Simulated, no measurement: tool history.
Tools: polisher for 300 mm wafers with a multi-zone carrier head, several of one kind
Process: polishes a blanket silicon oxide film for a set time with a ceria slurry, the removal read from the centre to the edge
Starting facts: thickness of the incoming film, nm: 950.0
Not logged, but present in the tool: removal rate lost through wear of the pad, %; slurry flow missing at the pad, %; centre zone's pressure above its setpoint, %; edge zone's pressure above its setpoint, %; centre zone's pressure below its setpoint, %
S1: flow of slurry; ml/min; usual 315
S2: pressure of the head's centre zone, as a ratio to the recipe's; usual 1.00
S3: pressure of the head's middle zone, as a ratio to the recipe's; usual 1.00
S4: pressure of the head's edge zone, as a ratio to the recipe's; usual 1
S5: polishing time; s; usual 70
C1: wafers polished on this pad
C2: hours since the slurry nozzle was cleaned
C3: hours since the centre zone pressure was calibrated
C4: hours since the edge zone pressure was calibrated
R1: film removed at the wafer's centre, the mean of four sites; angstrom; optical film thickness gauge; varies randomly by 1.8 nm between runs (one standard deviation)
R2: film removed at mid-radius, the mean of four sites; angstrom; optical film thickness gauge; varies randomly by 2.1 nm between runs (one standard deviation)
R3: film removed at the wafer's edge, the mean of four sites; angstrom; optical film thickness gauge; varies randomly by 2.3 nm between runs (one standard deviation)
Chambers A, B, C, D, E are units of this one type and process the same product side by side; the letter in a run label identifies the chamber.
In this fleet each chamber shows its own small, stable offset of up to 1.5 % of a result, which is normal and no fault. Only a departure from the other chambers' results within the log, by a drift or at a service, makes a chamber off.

-- hour=4.9 chamber E: edge zone pressure recalibrated
run 1A hour=5.3 | S1=315 S2=1.00 S3=1.00 S4=1 S5=70 | C1=567 C2=96.6 C3=507.8 C4=572.4 | R1=2159.9 R2=2153.7 R3=2154.4
run 2D hour=12.0 | S1=315 S2=1.00 S3=1.00 S4=1 S5=70 | C1=309 C2=70.6 C3=140.4 C4=554.0 | R1=2162.1 R2=2172.1 R3=2132.6
run 3B hour=17.3 | S1=315 S2=1.00 S3=1.00 S4=1 S5=70 | C1=439 C2=587.2 C3=447.1 C4=284.1 | R1=2156.9 R2=2171.3 R3=2145.2
run 4C hour=20.9 | S1=315 S2=1.00 S3=1.00 S4=1 S5=70 | C1=395 C2=496.7 C3=39.2 C4=246.1 | R1=2109.6 R2=2134.2 R3=2130.3
-- hour=25.9 chamber B: worn pad replaced by a new one
run 5E hour=27.0 | S1=315 S2=1.00 S3=1.09 S4=1 S5=90 | C1=656 C2=697.2 C3=864.2 C4=22.1 | R1=2767.1 R2=2992.7 R3=2786.9
run 6D hour=31.4 | S1=315 S2=1.00 S3=1.09 S4=1 S5=90 | C1=492 C2=90.0 C3=159.8 C4=573.4 | R1=2768.3 R2=2974.2 R3=2744.4
run 7C hour=37.9 | S1=315 S2=1.00 S3=1.09 S4=1 S5=90 | C1=556 C2=513.7 C3=56.2 C4=263.1 | R1=2720.7 R2=3016.4 R3=2747.9
run 8E hour=41.4 | S1=315 S2=1.00 S3=1.09 S4=1 S5=90 | C1=792 C2=711.6 C3=878.6 C4=36.5 | R1=2757.7 R2=2960.8 R3=2777.1
run 9B hour=46.2 | S1=315 S2=1.00 S3=1.09 S4=1 S5=90 | C1=192 C2=616.1 C3=476.0 C4=313.0 | R1=2798.4 R2=2960.0 R3=2747.7
-- hour=46.7 chamber E: worn pad replaced by a new one
-- hour=47.8 chamber D: worn pad replaced by a new one
run 10A hour=50.6 | S1=315 S2=1.00 S3=1.00 S4=1 S5=70 | C1=996 C2=141.9 C3=553.1 C4=617.7 | R1=2124.0 R2=2133.9 R3=2147.2
run 11B hour=54.2 | S1=315 S2=0.92 S3=1.04 S4=1 S5=70 | C1=268 C2=624.1 C3=484.0 C4=321.0 | R1=1972.4 R2=2257.7 R3=2144.5
run 12E hour=57.4 | S1=315 S2=0.92 S3=1.04 S4=1 S5=70 | C1=101 C2=727.6 C3=894.6 C4=52.5 | R1=1943.1 R2=2219.4 R3=2151.5
run 13D hour=61.9 | S1=315 S2=0.92 S3=1.04 S4=1 S5=70 | C1=133 C2=120.5 C3=190.3 C4=603.9 | R1=1987.6 R2=2214.8 R3=2102.9
-- hour=62.8 chamber C: worn pad replaced by a new one
run 14A hour=66.9 | S1=315 S2=0.92 S3=1.04 S4=1 S5=70 | C1=1150 C2=158.2 C3=569.4 C4=634.0 | R1=1922.6 R2=2230.1 R3=2100.3
-- hour=67.1 chamber C: slurry nozzle cleaned
run 15C hour=72.0 | S1=315 S2=0.92 S3=1.04 S4=1 S5=70 | C1=87 C2=4.9 C3=90.3 C4=297.2 | R1=1947.3 R2=2169.5 R3=2152.4
-- hour=73.9 chamber B: worn pad replaced by a new one
-- hour=76.6 chamber A: edge zone pressure recalibrated
-- hour=77.9 chamber B: edge zone pressure recalibrated
run 16E hour=78.7 | S1=315 S2=1.00 S3=1.00 S4=1 S5=70 | C1=303 C2=748.9 C3=915.9 C4=73.8 | R1=2144.1 R2=2135.0 R3=2219.3
-- hour=80.6 chamber E: slurry nozzle cleaned
run 17A hour=85.0 | S1=315 S2=1.00 S3=1.00 S4=1 S5=70 | C1=1322 C2=176.3 C3=587.5 C4=8.5 | R1=2093.2 R2=2110.0 R3=2064.9
run 18C hour=91.3 | S1=315 S2=1.00 S3=1.00 S4=1 S5=70 | C1=270 C2=24.2 C3=109.6 C4=316.5 | R1=2145.9 R2=2140.3 R3=2112.6
run 19B hour=97.2 | S1=315 S2=1.00 S3=1.00 S4=1 S5=70 | C1=221 C2=667.1 C3=527.0 C4=19.3 | R1=2159.2 R2=2124.7 R3=2151.5
run 20D hour=100.6 | S1=315 S2=1.00 S3=1.00 S4=1 S5=70 | C1=500 C2=159.2 C3=229.0 C4=642.6 | R1=2168.3 R2=2128.9 R3=2107.5
run 21C hour=104.4 | S1=315 S2=1.00 S3=1.00 S4=1 S5=70 | C1=394 C2=37.3 C3=122.7 C4=329.6 | R1=2134.1 R2=2166.8 R3=2164.2
-- hour=107.1 chamber D: edge zone pressure recalibrated
run 22D hour=110.5 | S1=315 S2=1.00 S3=1.00 S4=1 S5=70 | C1=594 C2=169.1 C3=238.9 C4=3.5 | R1=2136.4 R2=2116.5 R3=2093.7
run 23A hour=113.8 | S1=215 S2=1.00 S3=1.00 S4=1 S5=70 | C1=1594 C2=205.1 C3=616.3 C4=37.3 | R1=1969.4 R2=1943.2 R3=2025.3
-- hour=115.2 chamber D: worn pad replaced by a new one
run 24E hour=117.7 | S1=215 S2=1.00 S3=1.00 S4=1 S5=70 | C1=672 C2=37.2 C3=954.9 C4=112.8 | R1=2063.1 R2=2029.3 R3=2141.3
run 25B hour=120.7 | S1=215 S2=1.00 S3=1.00 S4=1 S5=70 | C1=444 C2=690.6 C3=550.5 C4=42.8 | R1=2047.0 R2=2048.6 R3=2099.7
-- hour=122.1 chamber E: worn pad replaced by a new one
-- hour=122.1 chamber B: worn pad replaced by a new one
run 26E hour=124.8 | S1=215 S2=1.00 S3=1.00 S4=1 S5=70 | C1=26 C2=44.3 C3=962.0 C4=119.9 | R1=2035.5 R2=2054.6 R3=2102.0
run 27B hour=129.0 | S1=215 S2=1.00 S3=1.00 S4=1 S5=70 | C1=65 C2=698.9 C3=558.8 C4=51.1 | R1=2052.0 R2=2059.1 R3=2077.7
run 28C hour=134.6 | S1=315 S2=1.00 S3=1.00 S4=1 S5=70 | C1=680 C2=67.5 C3=152.9 C4=359.8 | R1=2133.9 R2=2116.2 R3=2130.8
run 29A hour=140.6 | S1=230 S2=1.00 S3=1.09 S4=1 S5=70 | C1=1848 C2=231.9 C3=643.1 C4=64.1 | R1=1966.3 R2=2177.0 R3=2011.6
run 30D hour=146.8 | S1=230 S2=1.00 S3=1.09 S4=1 S5=70 | C1=299 C2=205.4 C3=275.2 C4=39.8 | R1=2080.3 R2=2197.3 R3=2068.8
-- hour=147.7 chamber B: centre zone pressure recalibrated
-- hour=152.1 chamber C: worn pad replaced by a new one
run 31A hour=152.7 | S1=230 S2=1.00 S3=1.09 S4=1 S5=70 | C1=1963 C2=244.0 C3=655.2 C4=76.2 | R1=1946.4 R2=2134.6 R3=1963.9
run 32B hour=157.1 | S1=230 S2=1.00 S3=1.09 S4=1 S5=70 | C1=331 C2=727.0 C3=9.5 C4=79.2 | R1=2063.0 R2=2239.5 R3=2042.4
-- hour=162.9 chamber A: slurry nozzle cleaned
run 33E hour=163.9 | S1=230 S2=1.00 S3=1.09 S4=1 S5=70 | C1=396 C2=83.4 C3=1001.1 C4=159.0 | R1=2052.5 R2=2238.6 R3=2099.3
run 34D hour=168.6 | S1=315 S2=1.00 S3=1.00 S4=1 S5=70 | C1=506 C2=227.2 C3=297.0 C4=61.6 | R1=2135.5 R2=2139.5 R3=2124.5
-- hour=170.6 chamber D: worn pad replaced by a new one
-- hour=170.8 chamber B: worn pad replaced by a new one
run 35C hour=172.8 | S1=315 S2=1.00 S3=1.00 S4=1 S5=70 | C1=196 C2=105.7 C3=191.1 C4=398.0 | R1=2152.4 R2=2164.1 R3=2140.5
run 36A hour=178.5 | S1=315 S2=1.00 S3=1.00 S4=1 S5=70 | C1=2207 C2=15.6 C3=681.0 C4=102.0 | R1=2008.7 R2=2019.9 R3=2016.9
run 37D hour=184.7 | S1=315 S2=1.00 S3=1.00 S4=1 S5=70 | C1=133 C2=243.3 C3=313.1 C4=77.7 | R1=2132.6 R2=2149.3 R3=2131.3
run 38B hour=190.6 | S1=315 S2=1.00 S3=1.00 S4=1 S5=70 | C1=187 C2=760.5 C3=43.0 C4=112.7 | R1=2198.2 R2=2126.1 R3=2157.7
run 39E hour=196.8 | S1=315 S2=1.00 S3=1.00 S4=1 S5=70 | C1=707 C2=116.3 C3=1034.0 C4=191.9 | R1=2192.2 R2=2101.1 R3=2167.7
run 40C hour=201.0 | S1=315 S2=1.00 S3=1.00 S4=1 S5=70 | C1=463 C2=133.9 C3=219.3 C4=426.2 | R1=2157.2 R2=2157.6 R3=2127.8

Has any chamber moved away from the others, gradually or after a service, or does the common gauge drift, or do the chambers differ only by their own small steady offsets? State the chamber and the most likely cause if one applies.

Chamber A drifts away from the others.
What lies behind it: removal rate lost through wear of the pad, % = 7.61.

Which of the 4 candidates below, each the usual settings with something changed and its results left as question marks, puts chamber A back in line with what the other chambers give on the usual settings?
Allowed miss from the other chambers' usual-settings mean, per result, to count as in line: R1 63.0 angstrom; R2 73.0 angstrom; R3 79.0 angstrom
run 41A-1 hour=205.9 | S1=315 S2=1.01 S3=0.99 S4=1.01 S5=76 | R1=? R2=? R3=?
run 41A-2 hour=205.9 | S1=310 S2=0.99 S3=1.01 S4=0.99 S5=59 | R1=? R2=? R3=?
run 41A-3 hour=205.9 | S1=320 S2=1.00 S3=0.99 S4=1.02 S5=83 | R1=? R2=? R3=?
run 41A-4 hour=205.9 | S1=315 S2=1.00 S3=1.00 S4=0.99 S5=65 | R1=? R2=? R3=?

Usual-settings mean across the other chambers: R1 2150.7 angstrom; R2 2138.0 angstrom; R3 2143.4 angstrom
run=41A-1 R1=2176.7 R2=2127.0 R3=2151.1
run=41A-2 R1=1651.1 R2=1680.1 R3=1650.2
run=41A-3 R1=2355.4 R2=2326.3 R3=2364.0
run=41A-4 R1=1841.8 R2=1836.4 R3=1820.4
Change 41A-1 lands the chamber within the allowed miss of the other chambers.

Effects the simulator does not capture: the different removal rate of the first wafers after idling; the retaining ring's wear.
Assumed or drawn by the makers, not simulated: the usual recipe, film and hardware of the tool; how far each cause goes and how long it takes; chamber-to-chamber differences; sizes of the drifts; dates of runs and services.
